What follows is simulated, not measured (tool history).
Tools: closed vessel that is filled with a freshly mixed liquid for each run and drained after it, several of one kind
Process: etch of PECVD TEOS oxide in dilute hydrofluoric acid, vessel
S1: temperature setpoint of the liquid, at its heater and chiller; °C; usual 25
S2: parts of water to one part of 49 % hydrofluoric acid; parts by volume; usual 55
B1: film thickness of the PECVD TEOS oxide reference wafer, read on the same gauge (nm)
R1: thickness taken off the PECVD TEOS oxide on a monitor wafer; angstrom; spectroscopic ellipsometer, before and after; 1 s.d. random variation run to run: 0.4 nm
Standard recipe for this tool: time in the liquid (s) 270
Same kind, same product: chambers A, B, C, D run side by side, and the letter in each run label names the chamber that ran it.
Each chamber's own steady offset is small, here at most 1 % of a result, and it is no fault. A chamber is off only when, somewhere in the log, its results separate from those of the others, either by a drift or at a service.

Run 1C, hour 12.1: usual settings; B1 79.973. Result: R1 463.73 angstrom.
Run 2B, hour 24.9: usual settings; B1 79.952. Result: R1 458.42 angstrom.
Run 3D, hour 36.9: usual settings; B1 80.005. Result: R1 474.69 angstrom.
Run 4A, hour 50.8: usual settings; B1 79.975. Result: R1 468.28 angstrom.
Run 5A, hour 66.2: usual settings; B1 79.991. Result: R1 459.35 angstrom.
At hour 75.8: chamber D: hydrofluoric acid flow meter replaced.
Run 6B, hour 80.1: usual settings; B1 79.963. Result: R1 467.03 angstrom.
Run 7C, hour 88.6: usual settings; B1 79.979. Result: R1 467.33 angstrom.
At hour 97.6: chamber B: thermometer replaced.
Run 8D, hour 98.9: usual settings; B1 80. Result: R1 472.04 angstrom.
Run 9C, hour 113.5: usual settings; B1 79.985. Result: R1 471.71 angstrom.
Run 10B, hour 128: usual settings; B1 79.978. Result: R1 468.6 angstrom.
Run 11D, hour 142.6: usual settings but S1 29.5 °C, time in the liquid (s) 220; B1 79.99. Result: R1 458.85 angstrom.
Run 12A, hour 153.8: usual settings but S1 29.5 °C, time in the liquid (s) 220; B1 80.006. Result: R1 446.89 angstrom.
Run 13C, hour 161.7: usual settings but S1 29.5 °C, time in the liquid (s) 220; B1 79.995. Result: R1 456.1 angstrom.
Run 14B, hour 174: usual settings but S1 29.5 °C, time in the liquid (s) 220; B1 79.949. Result: R1 448.99 angstrom.
Run 15A, hour 184.2: usual settings; B1 79.992. Result: R1 462.28 angstrom.
Run 16D, hour 193.4: usual settings but S1 20.5 °C, time in the liquid (s) 160; B1 79.983. Result: R1 228.39 angstrom.
Run 17D, hour 206.5: usual settings but S1 20.5 °C, time in the liquid (s) 160; B1 79.974. Result: R1 227.75 angstrom.
Run 18B, hour 223.2: usual settings but S1 20.5 °C, time in the liquid (s) 160; B1 79.996. Result: R1 226.83 angstrom.
Run 19C, hour 232.8: usual settings but S1 20.5 °C, time in the liquid (s) 160; B1 79.998. Result: R1 231.4 angstrom.
Run 20A, hour 242.7: usual settings; B1 79.964. Result: R1 453.9 angstrom.
Run 21A, hour 252.2: usual settings but S1 28.5 °C, time in the liquid (s) 115; B1 79.99. Result: R1 225.92 angstrom.
Run 22C, hour 260.7: usual settings but S1 28.5 °C, time in the liquid (s) 115; B1 79.981. Result: R1 230.96 angstrom.
Run 23B, hour 276.3: usual settings but S1 28.5 °C, time in the liquid (s) 115; B1 80.03. Result: R1 227.97 angstrom.
Run 24D, hour 286.1: usual settings but S1 28.5 °C, time in the liquid (s) 115; B1 80.023. Result: R1 228.92 angstrom.
Run 25D, hour 301: usual settings but S2 35 parts by volume; B1 80.007. Result: R1 766.22 angstrom.
Run 26B, hour 316: usual settings but S2 35 parts by volume; B1 80.026. Result: R1 741.22 angstrom.
Run 27A, hour 329.9: usual settings but S2 35 parts by volume; B1 80.023. Result: R1 739.46 angstrom.
Run 28C, hour 337.9: usual settings but S2 35 parts by volume; B1 79.97. Result: R1 735.47 angstrom.
Run 29A, hour 349.3: usual settings; B1 79.993. Result: R1 466.52 angstrom.
Run 30D, hour 363.2: usual settings; B1 80.009. Result: R1 464.13 angstrom.
Run 31B, hour 371.3: usual settings; B1 80.026. Result: R1 463.27 angstrom.
Run 32C, hour 379.2: usual settings; B1 80.019. Result: R1 468.54 angstrom.

The same settings go to every chamber for the next run, one line per chamber below. Forecast the results for each:
Run 33A, hour 391.2: usual settings but time in the liquid (s) 140. Result: R1 ?.
Run 33B, hour 391.2: usual settings but time in the liquid (s) 140. Result: R1 ?.
Run 33C, hour 391.2: usual settings but time in the liquid (s) 140. Result: R1 ?.
Run 33D, hour 391.2: usual settings but time in the liquid (s) 140. Result: R1 ?.

run      R1
33A  242.27
33B  238.91
33C  245.77
33D  247.98
